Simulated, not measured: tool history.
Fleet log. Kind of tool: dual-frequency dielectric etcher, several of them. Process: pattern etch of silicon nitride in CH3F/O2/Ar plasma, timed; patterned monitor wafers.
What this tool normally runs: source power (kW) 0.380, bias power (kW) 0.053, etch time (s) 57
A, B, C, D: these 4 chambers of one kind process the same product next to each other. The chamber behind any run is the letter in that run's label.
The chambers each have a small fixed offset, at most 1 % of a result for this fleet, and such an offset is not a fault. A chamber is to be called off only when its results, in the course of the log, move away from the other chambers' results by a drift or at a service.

run,day,source power (kW),bias power (kW),etch time (s),hours since the last wet clean,hours since the last source power generator calibration,hours since the last bias power generator calibration,"read-back reference wafer on the same gauge, depth_nm",mean etch depth across the wafer (Å)
1B,0.258,0.380,0.053,57,487.4,2673.0,333.2,34.199,349.78
2D,0.462,0.380,0.053,57,114.7,749.0,1615.8,34.214,351.83
3C,0.646,0.380,0.053,57,105.3,138.0,2467.2,34.210,353.25
# day 0.650: chamber B: wet clean of the chamber
4A,0.900,0.380,0.053,57,292.9,1649.7,236.1,34.199,350.54
5C,1.171,0.380,0.053,57,117.9,150.6,2479.8,34.215,352.77
6A,1.408,0.380,0.053,57,305.1,1661.9,248.3,34.198,351.33
7D,1.567,0.380,0.053,57,141.2,775.5,1642.3,34.191,348.99
8B,1.796,0.380,0.044,57,27.5,2709.9,370.1,34.204,331.38
9D,1.917,0.380,0.044,57,149.6,783.9,1650.7,34.198,329.29
10A,2.158,0.380,0.044,57,323.1,1679.9,266.3,34.198,330.76
11B,2.400,0.380,0.044,57,42.0,2724.4,384.6,34.230,329.65
12C,2.604,0.380,0.053,57,152.3,185.0,2514.2,34.197,353.14
13B,2.742,0.380,0.053,57,50.2,2732.6,392.8,34.206,349.88
14A,2.962,0.380,0.053,43,342.4,1699.2,285.6,34.199,264.28
15C,3.112,0.380,0.053,43,164.5,197.2,2526.4,34.209,266.65
16D,3.258,0.380,0.053,43,181.8,816.1,1682.9,34.187,260.09
17D,3.446,0.380,0.053,43,186.3,820.6,1687.4,34.192,260.58
18C,3.667,0.380,0.053,57,177.8,210.5,2539.7,34.199,353.71
19B,3.829,0.380,0.053,57,76.3,2758.7,418.9,34.199,349.97
20A,3.983,0.380,0.053,57,366.9,1723.7,310.1,34.206,350.69
21B,4.112,0.380,0.053,57,83.1,2765.5,425.7,34.202,350.23
22D,4.279,0.380,0.040,57,206.3,840.6,1707.4,34.204,312.88
23C,4.529,0.380,0.040,57,198.5,231.2,2560.4,34.190,322.76
24A,4.725,0.380,0.040,57,384.7,1741.5,327.9,34.197,321.61

Each of the 4 chambers runs these same settings next. Fill in every chamber's results:
25A,4.921,0.380,0.065,57,,,,,?
25B,4.921,0.380,0.065,57,,,,,?
25C,4.921,0.380,0.065,57,,,,,?
25D,4.921,0.380,0.065,57,,,,,?

run,mean etch depth across the wafer (Å)
25A,375.31
25B,374.81
25C,376.84
25D,365.00
